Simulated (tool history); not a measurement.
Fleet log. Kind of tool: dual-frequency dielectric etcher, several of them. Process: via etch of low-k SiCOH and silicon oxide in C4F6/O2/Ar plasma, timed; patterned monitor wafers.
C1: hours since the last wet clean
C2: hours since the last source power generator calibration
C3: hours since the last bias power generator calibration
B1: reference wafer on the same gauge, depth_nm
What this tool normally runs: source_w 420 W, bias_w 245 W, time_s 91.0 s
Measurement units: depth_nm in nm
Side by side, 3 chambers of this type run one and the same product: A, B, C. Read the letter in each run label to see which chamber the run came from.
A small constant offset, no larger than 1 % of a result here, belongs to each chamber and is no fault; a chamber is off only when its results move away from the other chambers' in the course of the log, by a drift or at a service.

Run 1C, hour 3.1: usual settings; C1 122.8; C2 2393.8; C3 3193.2; B1 288.85. Result: depth_nm 287.38 nm.
Run 2A, hour 5.3: usual settings; C1 9.0; C2 828.1; C3 350.6; B1 289.04. Result: depth_nm 290.56 nm.
Run 3B, hour 8.9: usual settings; C1 578.1; C2 2379.1; C3 1210.8; B1 289.02. Result: depth_nm 287.61 nm.
Run 4A, hour 11.6: usual settings; C1 15.3; C2 834.4; C3 356.9; B1 289.01. Result: depth_nm 288.58 nm.
Run 5B, hour 16.0: usual settings; C1 585.2; C2 2386.2; C3 1217.9; B1 288.97. Result: depth_nm 289.13 nm.
Run 6C, hour 19.7: usual settings; C1 139.4; C2 2410.4; C3 3209.8; B1 288.91. Result: depth_nm 289.86 nm.
Run 7B, hour 24.3: usual settings; C1 593.5; C2 2394.5; C3 1226.2; B1 288.64. Result: depth_nm 287.68 nm.
Run 8C, hour 27.6: usual settings; C1 147.3; C2 2418.3; C3 3217.7; B1 289.05. Result: depth_nm 288.24 nm.
Run 9A, hour 30.1: usual settings; C1 33.8; C2 852.9; C3 375.4; B1 289.01. Result: depth_nm 287.61 nm.
Run 10B, hour 34.1: usual settings; C1 603.3; C2 2404.3; C3 1236.0; B1 289.18. Result: depth_nm 285.91 nm.
At hour 39.0: chamber B: wet clean of the chamber.
Run 11C, hour 39.0: usual settings; C1 158.7; C2 2429.7; C3 3229.1; B1 289.19. Result: depth_nm 289.56 nm.
Run 12A, hour 43.1: usual settings; C1 46.8; C2 865.9; C3 388.4; B1 288.92. Result: depth_nm 287.65 nm.
Run 13A, hour 45.9: usual settings but source_w 460 W, time_s 114.5 s; C1 49.6; C2 868.7; C3 391.2; B1 288.87. Result: depth_nm 377.39 nm.
Run 14C, hour 49.6: usual settings but source_w 460 W, time_s 114.5 s; C1 169.3; C2 2440.3; C3 3239.7; B1 288.90. Result: depth_nm 377.51 nm.
Run 15B, hour 52.6: usual settings but source_w 460 W, time_s 114.5 s; C1 13.6; C2 2422.8; C3 1254.5; B1 289.05. Result: depth_nm 375.28 nm.
Run 16C, hour 55.5: usual settings but time_s 67.0 s; C1 175.2; C2 2446.2; C3 3245.6; B1 288.92. Result: depth_nm 213.47 nm.
Run 17A, hour 58.9: usual settings but time_s 67.0 s; C1 62.6; C2 881.7; C3 404.2; B1 289.24. Result: depth_nm 212.65 nm.
Run 18B, hour 61.7: usual settings but time_s 67.0 s; C1 22.7; C2 2431.9; C3 1263.6; B1 289.04. Result: depth_nm 211.09 nm.
Run 19A, hour 64.1: usual settings; C1 67.8; C2 886.9; C3 409.4; B1 288.82. Result: depth_nm 287.23 nm.
Run 20C, hour 68.9: usual settings; C1 188.6; C2 2459.6; C3 3259.0; B1 289.27. Result: depth_nm 289.02 nm.
Run 21B, hour 72.6: usual settings; C1 33.6; C2 2442.8; C3 1274.5; B1 289.01. Result: depth_nm 286.20 nm.
Run 22B, hour 76.9: usual settings; C1 37.9; C2 2447.1; C3 1278.8; B1 288.79. Result: depth_nm 287.37 nm.
Run 23C, hour 81.3: usual settings; C1 201.0; C2 2472.0; C3 3271.4; B1 289.13. Result: depth_nm 289.23 nm.
Run 24A, hour 86.0: usual settings; C1 89.7; C2 908.8; C3 431.3; B1 289.04. Result: depth_nm 287.41 nm.
Run 25C, hour 90.3: usual settings; C1 210.0; C2 2481.0; C3 3280.4; B1 289.18. Result: depth_nm 289.67 nm.
Run 26B, hour 94.6: usual settings; C1 55.6; C2 2464.8; C3 1296.5; B1 289.06. Result: depth_nm 287.69 nm.
Run 27A, hour 98.9: usual settings; C1 102.6; C2 921.7; C3 444.2; B1 289.10. Result: depth_nm 286.54 nm.
Run 28A, hour 103.9: usual settings; C1 107.6; C2 926.7; C3 449.2; B1 288.95. Result: depth_nm 287.99 nm.
Run 29C, hour 108.6: usual settings; C1 228.3; C2 2499.3; C3 3298.7; B1 289.04. Result: depth_nm 290.19 nm.
Run 30B, hour 111.2: usual settings; C1 72.2; C2 2481.4; C3 1313.1; B1 288.93. Result: depth_nm 285.33 nm.
Run 31A, hour 115.9: usual settings; C1 119.6; C2 938.7; C3 461.2; B1 288.94. Result: depth_nm 290.15 nm.
Run 32C, hour 120.9: usual settings but bias_w 277 W; C1 240.6; C2 2511.6; C3 3311.0; B1 289.15. Result: depth_nm 302.42 nm.

One chamber off, gauge drift, or nothing amiss beyond the chambers' own small offsets? If it is a chamber, which one, and what is the likeliest cause?

No chamber stands off beyond its own small offset, and the gauge holds steady.
